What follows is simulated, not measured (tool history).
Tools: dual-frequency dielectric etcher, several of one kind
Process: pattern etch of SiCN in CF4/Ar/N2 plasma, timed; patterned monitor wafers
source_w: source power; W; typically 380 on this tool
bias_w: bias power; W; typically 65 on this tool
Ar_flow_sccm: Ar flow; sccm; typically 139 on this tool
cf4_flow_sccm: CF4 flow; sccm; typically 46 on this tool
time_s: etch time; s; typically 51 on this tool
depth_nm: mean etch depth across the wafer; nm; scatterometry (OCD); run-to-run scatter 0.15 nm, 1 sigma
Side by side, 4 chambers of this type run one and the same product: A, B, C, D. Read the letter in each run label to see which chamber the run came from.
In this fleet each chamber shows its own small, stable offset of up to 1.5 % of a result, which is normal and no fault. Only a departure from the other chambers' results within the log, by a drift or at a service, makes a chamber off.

run	hour	source_w	bias_w	Ar_flow_sccm	cf4_flow_sccm	time_s	hours since the last wet clean	hours since the last source power generator calibration	hours since the last bias power generator calibration	hours since the last Ar flow controller change	hours since the last CF4 flow controller change	read-back reference wafer on the same gauge, depth_nm	depth_nm
1A	11.8	380	65	139	46	51	335.9	3104.6	873.5	1371.2	1458.1	29.785	32.331
2C	23.1	380	65	139	46	51	294.1	1812.2	2459.8	5773.7	2704	29.802	32.914
3B	35.5	380	65	139	46	51	241.6	2794.7	3393.8	1213.2	1421.8	29.795	32.723
4D	42.6	380	65	139	46	51	58.6	2826.7	1478.4	1717.9	1176.5	29.812	32.071
5B	51.8	380	65	139	46	58.5	257.9	2811	3410.1	1229.5	1438.1	29.775	37.431
# hour 63.9: chamber D: bias power generator calibrated
6A	65.3	380	65	139	46	58.5	389.4	3158.1	927	1424.7	1511.6	29.766	37.256
# hour 73: chamber A: CF4 flow controller replaced
7C	79.1	380	65	139	46	58.5	350.1	1868.2	2515.8	5829.7	2760	29.833	37.692
8D	87	380	65	139	46	58.5	103	2871.1	23.2	1762.3	1220.9	29.789	36.634
9D	98.6	380	65	139	46	51	114.6	2882.7	34.8	1773.9	1232.5	29.822	32.278
10B	107.3	380	65	139	46	51	313.4	2866.5	3465.6	1285	1493.6	29.796	32.565
11C	119.9	380	65	139	46	51	390.9	1909	2556.6	5870.5	2800.8	29.807	32.933
12A	131.6	380	65	139	46	51	455.7	3224.4	993.3	1491	58.7	29.809	32.359
13C	141.9	380	65	139	46	51	412.9	1931	2578.6	5892.5	2822.8	29.823	33.047
14A	152.7	380	65	139	46	51	476.8	3245.5	1014.4	1512.1	79.8	29.8	32.299
15D	159.7	380	65	139	46	51	175.7	2943.8	95.9	1835	1293.6	29.806	31.954
# hour 164.2: chamber A: wet clean of the chamber
16B	166.6	380	65	139	46	51	372.7	2925.8	3524.9	1344.3	1552.9	29.836	32.537
17C	179	380	65	139	46	51	450	1968.1	2615.7	5929.6	2859.9	29.767	32.898
18A	190.8	380	65	139	46	51	26.6	3283.6	1052.5	1550.2	117.9	29.816	32.274
# hour 199.3: chamber B: source power generator calibrated
19B	203.7	380	65	139	46	51	409.8	4.5	3562	1381.4	1590	29.821	31.11
20D	217.8	380	65	139	46	51	233.8	3001.9	154	1893.1	1351.7	29.799	32.257
21D	231.9	380	65	139	46	51	247.9	3016	168.1	1907.2	1365.8	29.797	32.099
22B	241.6	380	65	139	46	51	447.7	42.4	3599.9	1419.3	1627.9	29.831	31.148
23C	249.6	440	49	139	46	51	520.6	2038.7	2686.3	6000.2	2930.5	29.778	33.406
# hour 256: chamber B: wet clean of the chamber
24A	262.7	440	49	139	46	51	98.5	3355.5	1124.4	1622.1	189.8	29.813	33.051
25C	277.7	440	49	139	46	51	548.7	2066.8	2714.4	6028.3	2958.6	29.777	33.571
26D	287.7	440	49	139	46	51	303.7	3071.8	223.9	1963	1421.6	29.798	32.643
27B	294.9	380	65	139	46	51	39	95.7	3653.2	1472.6	1681.2	29.767	31.25
28A	302.7	380	65	139	46	51	138.5	3395.5	1164.4	1662.1	229.8	29.79	32.309
# hour 306.3: chamber C: wet clean of the chamber
29B	313.6	380	65	139	46	51	57.7	114.4	3671.9	1491.3	1699.9	29.815	31.174
30C	321.9	380	65	139	46	51	15.6	2111	2758.6	6072.5	3002.8	29.829	32.914
# hour 326.7: chamber C: Ar flow controller replaced
31A	337	380	65	139	46	51	172.8	3429.8	1198.7	1696.4	264.1	29.773	32.648
32D	345.1	380	65	139	46	51	361.1	3129.2	281.3	2020.4	1479	29.804	32.08
33A	357.1	380	65	139	46	51	192.9	3449.9	1218.8	1716.5	284.2	29.793	32.184
34C	366.6	380	60	139	46	51	60.3	2155.7	2803.3	39.9	3047.5	29.78	31.921
35D	376.4	380	60	139	46	51	392.4	3160.5	312.6	2051.7	1510.3	29.784	31.36
36B	391.3	380	60	139	46	51	135.4	192.1	3749.6	1569	1777.6	29.828	30.307

Has any chamber moved away from the others, gradually or after a service, or does the common gauge drift, or do the chambers differ only by their own small steady offsets? State the chamber and the most likely cause if one applies.

After it was serviced, chamber B no longer matches the other chambers.
Likeliest cause: source power that arrives under what is set, % = 4.8.

Which of the 4 candidates below, each the usual settings with something changed and its results left as question marks, puts chamber B back in line with what the other chambers give on the usual settings?
In-line tolerance around the mean of the other chambers on the usual settings: depth_nm 0.52 nm
37B-1	402.2	400	65	138	46	51							?
37B-2	402.2	380	65	139	35	51							?
37B-3	402.2	380	67	139	46	51							?
37B-4	402.2	380	65	139	46	50.5							?

Other chambers, usual settings, mean: depth_nm 32.502 nm
run	depth_nm
37B-1	32.597
37B-2	29.736
37B-3	31.534
37B-4	30.854
Change 37B-1 lands the chamber within the allowed miss of the other chambers.
